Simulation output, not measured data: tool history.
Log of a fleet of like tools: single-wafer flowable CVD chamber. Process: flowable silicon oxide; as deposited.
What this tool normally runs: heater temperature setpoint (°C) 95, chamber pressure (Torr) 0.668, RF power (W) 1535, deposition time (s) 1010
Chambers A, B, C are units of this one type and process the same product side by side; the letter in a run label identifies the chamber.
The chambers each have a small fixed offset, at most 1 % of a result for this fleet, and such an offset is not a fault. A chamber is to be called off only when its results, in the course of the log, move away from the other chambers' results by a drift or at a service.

| run | hour | heater temperature setpoint (°C) | chamber pressure (Torr) | RF power (W) | deposition time (s) | read-back reference wafer on the same gauge, thickness_nm | mean film thickness on the monitor wafer (angstrom) |
|---|---|---|---|---|---|---|---|
| 1C | 7.3 | 95 | 0.668 | 1535 | 1010 | 542.85 | 5300.0 |
| 2A | 15.0 | 95 | 0.668 | 1535 | 1010 | 543.33 | 5281.3 |
| 3B | 20.1 | 95 | 0.668 | 1535 | 1010 | 543.02 | 5295.1 |
| 4C | 27.5 | 95 | 0.668 | 1535 | 1010 | 543.11 | 5230.2 |
| 5A | 37.1 | 109 | 0.769 | 1535 | 1010 | 543.17 | 4015.2 |
| 6B | 42.8 | 109 | 0.769 | 1535 | 1010 | 542.85 | 4026.9 |
| 7B | 48.5 | 109 | 0.769 | 1535 | 1010 | 543.06 | 4032.6 |
| 8A | 59.7 | 95 | 0.668 | 1650 | 1010 | 542.98 | 5388.0 |
| 9C | 70.2 | 95 | 0.668 | 1650 | 1010 | 543.38 | 5335.9 |
| 10B | 79.3 | 95 | 0.668 | 1650 | 1010 | 542.82 | 5376.8 |
| 11C | 89.0 | 95 | 0.668 | 1535 | 1010 | 542.93 | 5253.8 |
| 12A | 98.1 | 95 | 0.668 | 1535 | 1010 | 543.34 | 5261.0 |
| 13B | 107.5 | 95 | 0.668 | 1535 | 1010 | 543.16 | 5314.7 |
| 14A | 116.8 | 95 | 0.668 | 1535 | 1010 | 542.96 | 5282.6 |
| 15C | 123.5 | 95 | 0.668 | 1685 | 1170 | 542.68 | 6194.6 |
| 16C | 128.7 | 95 | 0.668 | 1685 | 1170 | 542.41 | 6290.2 |
| 17A | 135.7 | 95 | 0.668 | 1685 | 1170 | 542.73 | 6299.4 |
|  | 138.5 | chamber B: capacitance manometer re-zeroed and calibrated |
| 18B | 145.2 | 95 | 0.668 | 1535 | 1010 | 543.62 | 5232.9 |
|  | 155.1 | chamber A: RF generator calibrated |
| 19C | 156.3 | 95 | 0.668 | 1535 | 1010 | 542.80 | 5247.8 |
| 20A | 165.1 | 95 | 0.668 | 1535 | 1010 | 543.26 | 5347.8 |
| 21B | 176.0 | 95 | 0.668 | 1535 | 1010 | 542.13 | 5315.7 |
| 22B | 186.0 | 95 | 0.605 | 1535 | 1010 | 543.02 | 4644.9 |
|  | 191.8 | chamber B: thermocouple changed; heater temperature recalibrated |
| 23A | 197.0 | 95 | 0.605 | 1535 | 1010 | 543.20 | 4673.1 |
| 24C | 203.7 | 95 | 0.605 | 1535 | 1010 | 542.75 | 4587.6 |
| 25B | 208.7 | 95 | 0.668 | 1535 | 1010 | 543.31 | 5514.2 |
| 26C | 214.0 | 95 | 0.668 | 1535 | 1010 | 543.20 | 5229.8 |
| 27A | 221.4 | 88 | 0.668 | 1795 | 1010 | 543.21 | 7028.7 |
| 28B | 230.1 | 88 | 0.668 | 1795 | 1010 | 542.87 | 7194.8 |
| 29A | 241.0 | 88 | 0.668 | 1795 | 1010 | 543.01 | 6938.9 |
| 30C | 250.2 | 95 | 0.668 | 1535 | 1010 | 542.74 | 5304.9 |
|  | 253.1 | chamber C: thermocouple changed; heater temperature recalibrated |
| 31C | 256.7 | 95 | 0.668 | 1535 | 1010 | 542.89 | 5279.5 |
| 32A | 263.4 | 95 | 0.668 | 1535 | 1010 | 543.76 | 5306.0 |
|  | 272.8 | chamber C: RF generator calibrated |
| 33B | 273.6 | 95 | 0.668 | 1535 | 1010 | 542.71 | 5496.8 |
| 34A | 278.9 | 95 | 0.668 | 1535 | 1010 | 542.70 | 5297.4 |
| 35C | 287.0 | 95 | 0.668 | 1535 | 1010 | 542.43 | 5282.3 |
| 36B | 297.9 | 95 | 0.668 | 1535 | 1010 | 542.22 | 5503.4 |
| 37B | 306.6 | 95 | 0.668 | 1535 | 1010 | 543.50 | 5481.0 |
| 38A | 317.1 | 95 | 0.668 | 1685 | 1010 | 543.29 | 5392.5 |
| 39C | 323.3 | 95 | 0.668 | 1685 | 1010 | 543.32 | 5376.4 |
| 40C | 328.9 | 95 | 0.668 | 1685 | 1010 | 542.62 | 5373.3 |
| 41A | 335.8 | 95 | 0.668 | 1535 | 1010 | 543.06 | 5268.2 |
| 42B | 343.7 | 95 | 0.668 | 1535 | 1010 | 543.35 | 5481.7 |

All 3 chambers run these settings next. Forecast each chamber's results:
| 43A | 351.9 | 95 | 0.668 | 1535 | 1010 |  | ? |
| 43B | 351.9 | 95 | 0.668 | 1535 | 1010 |  | ? |
| 43C | 351.9 | 95 | 0.668 | 1535 | 1010 |  | ? |

| run | mean film thickness on the monitor wafer (angstrom) |
|---|---|
| 43A | 5300.8 |
| 43B | 5471.1 |
| 43C | 5261.6 |
